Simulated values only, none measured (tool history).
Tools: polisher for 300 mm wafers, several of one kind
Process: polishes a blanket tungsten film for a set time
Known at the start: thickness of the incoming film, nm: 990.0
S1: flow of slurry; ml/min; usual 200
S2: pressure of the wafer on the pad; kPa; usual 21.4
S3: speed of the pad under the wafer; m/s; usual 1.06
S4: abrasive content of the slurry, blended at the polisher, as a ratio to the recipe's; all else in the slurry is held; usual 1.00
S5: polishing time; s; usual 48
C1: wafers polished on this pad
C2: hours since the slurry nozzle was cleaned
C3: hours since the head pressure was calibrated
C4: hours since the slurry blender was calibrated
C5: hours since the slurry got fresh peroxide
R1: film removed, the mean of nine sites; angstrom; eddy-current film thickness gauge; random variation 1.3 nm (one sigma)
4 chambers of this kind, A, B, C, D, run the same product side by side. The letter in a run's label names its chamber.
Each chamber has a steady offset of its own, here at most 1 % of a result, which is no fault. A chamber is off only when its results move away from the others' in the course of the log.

run,day,S1,S2,S3,S4,S5,C1,C2,C3,C4,C5,R1
# day 0.038: chamber D: slurry tank refilled with fresh slurry and peroxide
# day 0.183: chamber A: slurry blender recalibrated
1B,0.271,200,21.4,1.06,1.00,48,515,395.1,273.7,165.5,110.7,2028.7
2D,0.583,200,21.4,1.06,1.00,48,582,462.7,530.2,106.5,13.2,2009.3
# day 0.708: chamber A: slurry tank refilled with fresh slurry and peroxide
3A,0.883,200,21.4,1.06,1.00,48,340,583.2,563.5,16.9,4.2,2023.9
4C,1.088,200,21.4,1.06,1.00,48,759,382.4,324.8,422.4,29.8,2008.1
5D,1.412,200,21.4,1.06,1.00,48,732,482.6,550.1,126.4,33.1,1991.5
6C,1.725,240,21.4,1.06,1.00,48,875,397.7,340.1,437.7,45.1,2026.5
# day 1.812: chamber C: worn pad replaced by a new one
7B,2.121,240,21.4,1.06,1.00,48,850,439.5,318.1,209.9,155.1,2051.6
# day 2.258: chamber D: slurry blender recalibrated
# day 2.321: chamber A: worn pad replaced by a new one
8A,2.425,240,21.4,1.06,1.00,48,18,620.2,600.5,53.9,41.2,2041.0
# day 2.575: chamber C: slurry blender recalibrated
9B,2.650,240,21.4,1.06,1.00,48,946,452.2,330.8,222.6,167.8,2060.0
# day 2.817: chamber C: slurry tank refilled with fresh slurry and peroxide
10D,2.875,200,21.4,1.06,1.00,48,997,517.7,585.2,14.8,68.2,2015.4
# day 2.938: chamber D: worn pad replaced by a new one
# day 3.129: chamber C: head pressure recalibrated
11C,3.196,200,21.4,1.06,1.00,48,250,433.0,1.7,15.0,9.2,2010.5
12A,3.450,200,21.4,1.06,1.00,48,204,644.8,625.1,78.5,65.8,2002.9
13D,3.754,200,25.5,1.06,0.75,48,148,538.8,606.3,35.9,89.3,2226.0
14A,3.971,200,25.5,1.06,0.75,48,298,657.3,637.6,91.0,78.3,2262.4
15C,4.204,200,25.5,1.06,0.75,48,433,457.2,25.9,39.2,33.4,2208.1
# day 4.246: chamber B: slurry blender recalibrated
16B,4.442,200,25.5,1.06,0.75,48,1271,495.2,373.8,4.7,210.8,2220.6
17A,4.746,200,21.4,1.06,1.00,48,439,675.9,656.2,109.6,96.9,2045.6
# day 4.779: chamber B: worn pad replaced by a new one
18C,5.012,200,21.4,1.06,1.00,48,580,476.6,45.3,58.6,52.8,2003.9
19D,5.279,200,21.4,1.06,1.00,48,424,575.4,642.9,72.5,125.9,2028.6
20B,5.642,200,21.4,1.06,1.00,48,156,524.0,402.6,33.5,239.6,1987.7
# day 5.679: chamber C: slurry tank refilled with fresh slurry and peroxide
# day 5.838: chamber A: worn pad replaced by a new one
21B,5.938,200,21.4,1.06,1.00,48,210,531.1,409.7,40.6,246.7,1989.6
22C,6.150,200,26.2,1.06,1.20,48,786,503.9,72.6,85.9,11.4,2554.0
# day 6.158: chamber D: slurry tank refilled with fresh slurry and peroxide
23D,6.346,200,26.2,1.06,1.20,48,617,601.0,668.5,98.1,4.5,2580.4
24A,6.550,200,26.2,1.06,1.20,48,129,719.2,699.5,152.9,140.2,2623.0
25D,6.729,200,26.2,1.06,1.20,48,687,610.2,677.7,107.3,13.7,2541.6
26A,7.038,200,21.4,1.06,1.00,48,217,730.9,711.2,164.6,151.9,2020.1
27C,7.300,200,21.4,1.06,1.15,56,994,531.5,100.2,113.5,39.0,2422.3
# day 7.533: chamber A: slurry tank refilled with fresh slurry and peroxide
# day 7.612: chamber B: slurry nozzle cleaned
28B,7.642,200,21.4,1.06,1.15,56,518,0.7,450.6,81.5,287.6,2359.9
29B,7.850,200,21.4,1.06,1.15,56,556,5.7,455.6,86.5,292.6,2351.2
30A,8.104,200,21.4,1.06,1.15,56,411,756.5,736.8,190.2,13.8,2448.5
# day 8.138: chamber C: worn pad replaced by a new one
31C,8.321,200,21.4,1.06,1.00,48,33,556.0,124.7,138.0,63.5,2009.0
32D,8.725,200,21.4,1.06,1.00,48,1048,658.1,725.6,155.2,61.6,2037.4
33D,8.921,200,21.4,1.06,1.00,48,1084,662.8,730.3,159.9,66.3,2011.2
# day 8.946: chamber D: worn pad replaced by a new one
# day 8.950: chamber D: slurry blender recalibrated
# day 8.979: chamber C: slurry tank refilled with fresh slurry and peroxide
34B,9.138,200,21.4,1.06,1.00,48,789,36.6,486.5,117.4,323.5,1921.9
# day 9.258: chamber A: worn pad replaced by a new one
35A,9.517,200,21.4,1.06,1.00,48,46,790.4,770.7,224.1,47.7,1992.5
36C,9.854,200,21.4,1.06,1.00,48,311,592.8,161.5,174.8,21.0,2006.0
37B,10.067,200,15.2,1.06,1.15,48,958,58.9,508.8,139.7,345.8,1415.6
38C,10.412,200,15.2,1.06,1.15,48,412,606.2,174.9,188.2,34.4,1462.9
39D,10.633,200,15.2,1.06,1.15,48,305,703.9,771.4,40.4,107.4,1470.7
40A,10.917,200,15.2,1.06,1.15,48,300,824.0,804.3,257.7,81.3,1485.8
41A,11.104,200,21.4,1.06,1.00,48,334,828.5,808.8,262.2,85.8,2005.1
42D,11.288,200,21.4,1.06,1.00,43,424,719.6,787.1,56.1,123.1,1815.3

Next, every chamber runs the same settings. What will each give?
43A,11.583,200,21.4,0.90,1.00,48,,,,,,?
43B,11.583,200,21.4,0.90,1.00,48,,,,,,?
43C,11.583,200,21.4,0.90,1.00,48,,,,,,?
43D,11.583,200,21.4,0.90,1.00,48,,,,,,?

run,R1
43A,1737.4
43B,1577.3
43C,1699.6
43D,1706.9
